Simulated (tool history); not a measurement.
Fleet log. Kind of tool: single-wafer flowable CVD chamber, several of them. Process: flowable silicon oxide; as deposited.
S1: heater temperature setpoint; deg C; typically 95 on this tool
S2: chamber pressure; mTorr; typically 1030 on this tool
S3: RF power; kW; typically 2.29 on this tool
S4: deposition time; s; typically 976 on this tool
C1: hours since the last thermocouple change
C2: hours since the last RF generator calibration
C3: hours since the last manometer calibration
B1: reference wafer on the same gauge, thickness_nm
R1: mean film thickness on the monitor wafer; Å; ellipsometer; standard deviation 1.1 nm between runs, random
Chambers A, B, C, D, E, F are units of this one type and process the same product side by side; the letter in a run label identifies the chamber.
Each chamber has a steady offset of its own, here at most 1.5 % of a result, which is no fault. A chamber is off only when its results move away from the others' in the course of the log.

Run 1C, hour 6: usual settings; C1 885.8; C2 195; C3 624.1; B1 1125.1. Result: R1 9715.8 Å.
Run 2D, hour 14.3: usual settings; C1 1948.8; C2 680; C3 543.3; B1 1124.8. Result: R1 9799 Å.
Run 3F, hour 20.6: usual settings; C1 1696.6; C2 2141.3; C3 1055.2; B1 1124.4. Result: R1 9807.7 Å.
Run 4E, hour 26.5: usual settings; C1 1641.8; C2 91.7; C3 991.1; B1 1124.7. Result: R1 9784.1 Å.
Run 5A, hour 32: usual settings; C1 76.1; C2 253.9; C3 1106.9; B1 1124.4. Result: R1 9796.7 Å.
Run 6B, hour 41.8: usual settings; C1 523.7; C2 1195.8; C3 51.6; B1 1124.1. Result: R1 9822.1 Å.
Run 7B, hour 48.4: usual settings; C1 530.3; C2 1202.4; C3 58.2; B1 1124.2. Result: R1 9823.1 Å.
Run 8E, hour 59.2: usual settings; C1 1674.5; C2 124.4; C3 1023.8; B1 1124. Result: R1 9790.5 Å.
Run 9F, hour 67.8: usual settings; C1 1743.8; C2 2188.5; C3 1102.4; B1 1124. Result: R1 9798.4 Å.
Run 10A, hour 72.9: usual settings; C1 117; C2 294.8; C3 1147.8; B1 1123.4. Result: R1 9784.5 Å.
Run 11D, hour 81.4: usual settings; C1 2015.9; C2 747.1; C3 610.4; B1 1123.7. Result: R1 9797.8 Å.
Run 12C, hour 87.7: usual settings; C1 967.5; C2 276.7; C3 705.8; B1 1123.8. Result: R1 9699.1 Å.
Run 13F, hour 92.8: usual settings; C1 1768.8; C2 2213.5; C3 1127.4; B1 1123.4. Result: R1 9786.5 Å.
Run 14B, hour 100.1: usual settings; C1 582; C2 1254.1; C3 109.9; B1 1123.4. Result: R1 9811.1 Å.
Run 15D, hour 108.9: usual settings but S2 910 mTorr, S3 2.47 kW; C1 2043.4; C2 774.6; C3 637.9; B1 1123.2. Result: R1 8522.7 Å.
Run 16C, hour 117.6: usual settings but S2 910 mTorr, S3 2.47 kW; C1 997.4; C2 306.6; C3 735.7; B1 1122.8. Result: R1 8442.4 Å.
Run 17A, hour 126: usual settings but S2 910 mTorr, S3 2.47 kW; C1 170.1; C2 347.9; C3 1200.9; B1 1122.9. Result: R1 8472.4 Å.
At hour 129.2: chamber F: RF generator calibrated.
Run 18E, hour 135.1: usual settings but S2 910 mTorr, S3 2.47 kW; C1 1750.4; C2 200.3; C3 1099.7; B1 1122.8. Result: R1 8472.7 Å.
Run 19B, hour 144.5: usual settings but S2 910 mTorr, S3 2.47 kW; C1 626.4; C2 1298.5; C3 154.3; B1 1122.8. Result: R1 8492.3 Å.
Run 20C, hour 154.8: usual settings but S2 910 mTorr, S3 2.47 kW; C1 1034.6; C2 343.8; C3 772.9; B1 1122.6. Result: R1 8456 Å.
Run 21F, hour 160.6: usual settings; C1 1836.6; C2 31.5; C3 1195.2; B1 1122.4. Result: R1 9772.6 Å.
Run 22D, hour 165.9: usual settings; C1 2100.4; C2 831.6; C3 694.9; B1 1122.2. Result: R1 9782.7 Å.
Run 23A, hour 176.7: usual settings; C1 220.8; C2 398.6; C3 1251.6; B1 1122. Result: R1 9760.2 Å.
Run 24E, hour 182.7: usual settings; C1 1798; C2 247.9; C3 1147.3; B1 1121.7. Result: R1 9762.8 Å.
Run 25F, hour 187.6: usual settings; C1 1863.6; C2 58.5; C3 1222.2; B1 1121.9. Result: R1 9788.6 Å.
At hour 193.2: chamber C: thermocouple changed; heater temperature recalibrated.
Run 26C, hour 199.1: usual settings; C1 6; C2 388.1; C3 817.2; B1 1121.8. Result: R1 9683.7 Å.
Run 27E, hour 207.4: usual settings but S1 102 deg C, S2 880 mTorr; C1 1822.7; C2 272.6; C3 1172; B1 1121.6. Result: R1 6397.4 Å.
Run 28B, hour 216.5: usual settings but S1 102 deg C, S2 880 mTorr; C1 698.4; C2 1370.5; C3 226.3; B1 1121.3. Result: R1 6376.6 Å.
Run 29A, hour 224.1: usual settings but S1 102 deg C, S2 880 mTorr; C1 268.2; C2 446; C3 1299; B1 1121.4. Result: R1 6377.9 Å.
Run 30D, hour 235.1: usual settings but S1 102 deg C, S2 880 mTorr; C1 2169.6; C2 900.8; C3 764.1; B1 1121.1. Result: R1 6390 Å.
Run 31B, hour 244.8: usual settings but S1 102 deg C, S2 880 mTorr; C1 726.7; C2 1398.8; C3 254.6; B1 1121.2. Result: R1 6359.9 Å.
Run 32F, hour 250.5: usual settings but S1 102 deg C, S2 880 mTorr; C1 1926.5; C2 121.4; C3 1285.1; B1 1121.1. Result: R1 6418.3 Å.
Run 33E, hour 256.4: usual settings; C1 1871.7; C2 321.6; C3 1221; B1 1120.8. Result: R1 9766.2 Å.
Run 34C, hour 262.6: usual settings; C1 69.5; C2 451.6; C3 880.7; B1 1120.8. Result: R1 9679.2 Å.
Run 35A, hour 271.1: usual settings; C1 315.2; C2 493; C3 1346; B1 1120.7. Result: R1 9767.7 Å.
Run 36D, hour 280.5: usual settings; C1 2215; C2 946.2; C3 809.5; B1 1120.2. Result: R1 9762.9 Å.
Run 37E, hour 285.5: usual settings; C1 1900.8; C2 350.7; C3 1250.1; B1 1120.5. Result: R1 9746.2 Å.
Run 38B, hour 293.6: usual settings; C1 775.5; C2 1447.6; C3 303.4; B1 1120.1. Result: R1 9768.3 Å.
Run 39F, hour 302.9: usual settings; C1 1978.9; C2 173.8; C3 1337.5; B1 1120.2. Result: R1 9777.9 Å.

Next, every chamber runs the same settings. What will each give?
Run 40A, hour 311.2: usual settings but S2 830 mTorr. Result: R1 ?.
Run 40B, hour 311.2: usual settings but S2 830 mTorr. Result: R1 ?.
Run 40C, hour 311.2: usual settings but S2 830 mTorr. Result: R1 ?.
Run 40D, hour 311.2: usual settings but S2 830 mTorr. Result: R1 ?.
Run 40E, hour 311.2: usual settings but S2 830 mTorr. Result: R1 ?.
Run 40F, hour 311.2: usual settings but S2 830 mTorr. Result: R1 ?.

run      R1
40A  7437.1
40B  7460.4
40C  7441.1
40D  7504.5
40E  7419.5
40F  7502.5
